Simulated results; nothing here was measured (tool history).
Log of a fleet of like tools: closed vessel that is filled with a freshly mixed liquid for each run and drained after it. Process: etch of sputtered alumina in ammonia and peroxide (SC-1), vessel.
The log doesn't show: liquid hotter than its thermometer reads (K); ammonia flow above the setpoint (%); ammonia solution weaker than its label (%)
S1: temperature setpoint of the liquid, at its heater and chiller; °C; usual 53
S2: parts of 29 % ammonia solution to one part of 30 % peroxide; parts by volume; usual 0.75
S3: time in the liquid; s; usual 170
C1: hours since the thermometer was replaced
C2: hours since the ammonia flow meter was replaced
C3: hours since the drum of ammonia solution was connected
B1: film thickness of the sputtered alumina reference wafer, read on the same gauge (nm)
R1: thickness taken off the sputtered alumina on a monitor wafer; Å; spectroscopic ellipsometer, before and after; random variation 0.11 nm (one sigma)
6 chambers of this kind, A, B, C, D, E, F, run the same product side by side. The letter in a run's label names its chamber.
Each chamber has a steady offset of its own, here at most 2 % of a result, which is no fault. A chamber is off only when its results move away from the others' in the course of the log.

run	hour	S1	S2	S3	C1	C2	C3	B1	R1
1B	12.4	53	0.75	170	974.1	354.9	144.1	30.029	163.4
2F	23.1	53	0.75	170	866.2	977.6	186.9	30.018	163.38
3C	36.1	53	0.75	170	798.8	153.9	228.9	30.028	164.6
4D	48.6	53	0.75	170	1508.3	514.4	317.3	29.984	160.06
# hour 50.1: chamber D: new drum of ammonia solution connected
5A	56.3	53	0.75	170	83.9	252.3	668.8	30.014	160.03
# hour 65.3: chamber F: ammonia flow meter replaced
# hour 65.8: chamber E: new drum of ammonia solution connected
6E	69.2	53	0.75	170	1618.2	1319.6	3.4	30.008	161.02
7D	76.3	53	0.75	170	1536	542.1	26.3	29.996	164.04
# hour 79.2: chamber A: new drum of ammonia solution connected
8F	84.9	53	0.75	170	928	19.6	248.7	29.967	164.22
9C	95.3	53	0.75	170	858	213.1	288.1	30.031	165.82
10B	103.3	53	0.75	170	1065	445.8	235	29.976	163.33
11E	117.4	53	0.75	170	1666.4	1367.8	51.6	29.976	161.01
12A	124.7	53	0.75	170	152.3	320.7	45.6	29.994	164.18
13E	136.3	53	0.75	170	1685.3	1386.7	70.5	29.975	160.5
14B	145.2	53	0.75	170	1106.9	487.7	276.9	29.976	162.5
15A	154.9	53	0.75	170	182.5	350.9	75.8	30.015	159.54
16C	161.8	56	0.75	210	924.5	279.6	354.6	30.011	237.26
17D	169.6	56	0.75	210	1629.3	635.4	119.6	29.989	235.21
18F	176.8	56	0.75	210	1019.9	111.5	340.6	29.983	241.29
19C	184.8	56	0.75	210	947.5	302.6	377.6	29.987	238.45
# hour 191.9: chamber B: new drum of ammonia solution connected
20F	192.3	56	0.75	210	1035.4	127	356.1	30.007	236.31
21E	202.5	56	0.75	210	1751.5	1452.9	136.7	29.954	232.39
22B	208.7	53	0.75	170	1170.4	551.2	16.8	30.003	164.67
23D	222.4	53	0.75	170	1682.1	688.2	172.4	29.987	164.27
24A	233.4	53	0.75	170	261	429.4	154.3	29.969	161
25B	245.7	53	0.75	170	1207.4	588.2	53.8	29.968	164.93
26E	255.3	53	0.75	170	1804.3	1505.7	189.5	29.979	159.84
27C	266.2	53	0.75	170	1028.9	384	459	29.996	165.73
28F	272.8	53	0.75	170	1115.9	207.5	436.6	29.988	168.4
# hour 275.1: chamber E: new drum of ammonia solution connected
29D	283.7	53	0.75	170	1743.4	749.5	233.7	30.017	164.42
30A	291.5	53	0.75	170	319.1	487.5	212.4	30.022	162.84
31D	304.5	53	0.75	170	1764.2	770.3	254.5	30.009	162.99
32B	311.6	53	0.75	170	1273.3	654.1	119.7	30.029	164.56
33A	321.7	53	0.75	170	349.3	517.7	242.6	29.979	163.35
34E	330.4	61.5	0.55	170	1879.4	1580.8	55.4	29.991	241.95
35C	340.6	61.5	0.55	170	1103.3	458.4	533.4	30.005	246.16
36F	348.2	61.5	0.55	170	1191.3	282.9	512	29.995	260.63
37B	362	61.5	0.55	170	1323.7	704.5	170.1	29.994	249.09
38F	369.8	61.5	0.55	170	1212.9	304.5	533.6	29.975	260.27
39E	379.2	61.5	0.55	170	1928.2	1629.6	104.2	29.981	246.77
40C	388.1	58	0.75	170	1150.8	505.9	580.9	30.005	214.81

What goes on in this fleet: one chamber off, a drifting gauge, or nothing beyond the chambers' own small offsets? Name the chamber and the cause, if any.

Chamber F drifts away from the others.
Cause: liquid hotter than its thermometer reads (K) = 0.972.

Here are 4 candidates for chamber F's next run, each the usual settings with a change, their results left as question marks. Which one brings its results back in line with what the others give on the usual settings?
In line means no further than this from the other chambers' mean on the usual settings: R1 4 Å
41F-1	398.4	53.5	0.75	175					?
41F-2	398.4	53	0.85	170					?
41F-3	398.4	52.5	0.75	165					?
41F-4	398.4	53	0.65	170					?

The other chambers' mean on the usual settings: R1 163.06 Å
run	R1
41F-1	182.15
41F-2	174.27
41F-3	162.71
41F-4	169.85
41F-3 brings the chamber back in line.
